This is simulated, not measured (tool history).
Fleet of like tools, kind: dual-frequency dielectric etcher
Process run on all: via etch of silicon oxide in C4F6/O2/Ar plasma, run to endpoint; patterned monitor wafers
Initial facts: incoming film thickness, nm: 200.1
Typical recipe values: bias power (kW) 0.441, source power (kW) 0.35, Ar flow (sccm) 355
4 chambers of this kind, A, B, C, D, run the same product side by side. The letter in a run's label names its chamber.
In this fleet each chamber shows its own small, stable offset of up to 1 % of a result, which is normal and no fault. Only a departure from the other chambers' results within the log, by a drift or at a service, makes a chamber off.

run	hour	bias power (kW)	source power (kW)	Ar flow (sccm)	hours since the last wet clean	hours since the last bias power generator calibration	hours since the last source power generator calibration	hours since the last Ar flow controller change	endpoint time (s)
1D	4	0.441	0.35	355	152.6	1677.3	894.3	2693.9	49.954
2A	8.2	0.441	0.35	355	37.5	98.6	957.8	1541.3	48.909
3B	10.4	0.441	0.35	355	325.1	3711.6	4045.6	1545.7	49.751
4C	14.7	0.441	0.35	355	251.8	774	501.8	3486.6	49.947
5B	18.4	0.441	0.35	355	333.1	3719.6	4053.6	1553.7	49.52
6C	21	0.401	0.35	323	258.1	780.3	508.1	3492.9	50.7
7A	24.7	0.401	0.35	323	54	115.1	974.3	1557.8	50.065
8D	27.6	0.401	0.35	323	176.2	1700.9	917.9	2717.5	50.86
9D	30.1	0.401	0.35	323	178.7	1703.4	920.4	2720	51.565
10C	33.3	0.441	0.35	355	270.4	792.6	520.4	3505.2	49.341
11B	36	0.441	0.35	355	350.7	3737.2	4071.2	1571.3	50.03
12A	40.1	0.441	0.35	355	69.4	130.5	989.7	1573.2	49.15
13D	43.2	0.441	0.35	355	191.8	1716.5	933.5	2733.1	50.613
14A	46.4	0.441	0.35	355	75.7	136.8	996	1579.5	48.985
15C	50.8	0.441	0.35	355	287.9	810.1	537.9	3522.7	49.389
16B	53.4	0.441	0.35	355	368.1	3754.6	4088.6	1588.7	49.428
17C	56.4	0.441	0.35	355	293.5	815.7	543.5	3528.3	49.016
18D	59.8	0.441	0.35	355	208.4	1733.1	950.1	2749.7	50.499
19B	61.8	0.441	0.35	355	376.5	3763	4097	1597.1	49.541
20A	65.6	0.441	0.35	355	94.9	156	1015.2	1598.7	49.166
21C	68.8	0.441	0.35	355	305.9	828.1	555.9	3540.7	49.84
22D	72.5	0.441	0.35	355	221.1	1745.8	962.8	2762.4	51.244
23B	74.6	0.441	0.35	355	389.3	3775.8	4109.8	1609.9	49.645
24A	77.1	0.441	0.35	319	106.4	167.5	1026.7	1610.2	48.795
25B	80.4	0.441	0.35	319	395.1	3781.6	4115.6	1615.7	48.951
26C	84.9	0.441	0.35	319	322	844.2	572	3556.8	49.162
27D	87.1	0.441	0.35	319	235.7	1760.4	977.4	2777	50.522
28A	90.1	0.441	0.35	355	119.4	180.5	1039.7	1623.2	49.118
29C	92.3	0.441	0.35	355	329.4	851.6	579.4	3564.2	49.867
30B	96.5	0.441	0.38	355	411.2	3797.7	4131.7	1631.8	48.393
31D	99.8	0.441	0.38	355	248.4	1773.1	990.1	2789.7	50.07
32A	104	0.441	0.38	355	133.3	194.4	1053.6	1637.1	47.572
33C	107.3	0.441	0.38	355	344.4	866.6	594.4	3579.2	47.974
34A	109.6	0.441	0.35	355	138.9	200	1059.2	1642.7	49.525
35D	112.9	0.441	0.35	355	261.5	1786.2	1003.2	2802.8	51.333
36B	117	0.441	0.35	355	431.7	3818.2	4152.2	1652.3	49.655
37D	119.5	0.441	0.35	396	268.1	1792.8	1009.8	2809.4	52.81
38A	123	0.441	0.35	396	152.3	213.4	1072.6	1656.1	49.138
39C	127.4	0.441	0.35	396	364.5	886.7	614.5	3599.3	50.361
40B	131.9	0.441	0.35	396	446.6	3833.1	4167.1	1667.2	50.331

Each of the 4 chambers runs these same settings next. Fill in every chamber's results:
41A	135.3	0.371	0.35	355					?
41B	135.3	0.371	0.35	355					?
41C	135.3	0.371	0.35	355					?
41D	135.3	0.371	0.35	355					?

run	endpoint time (s)
41A	52.292
41B	52.561
41C	52.47
41D	56.004

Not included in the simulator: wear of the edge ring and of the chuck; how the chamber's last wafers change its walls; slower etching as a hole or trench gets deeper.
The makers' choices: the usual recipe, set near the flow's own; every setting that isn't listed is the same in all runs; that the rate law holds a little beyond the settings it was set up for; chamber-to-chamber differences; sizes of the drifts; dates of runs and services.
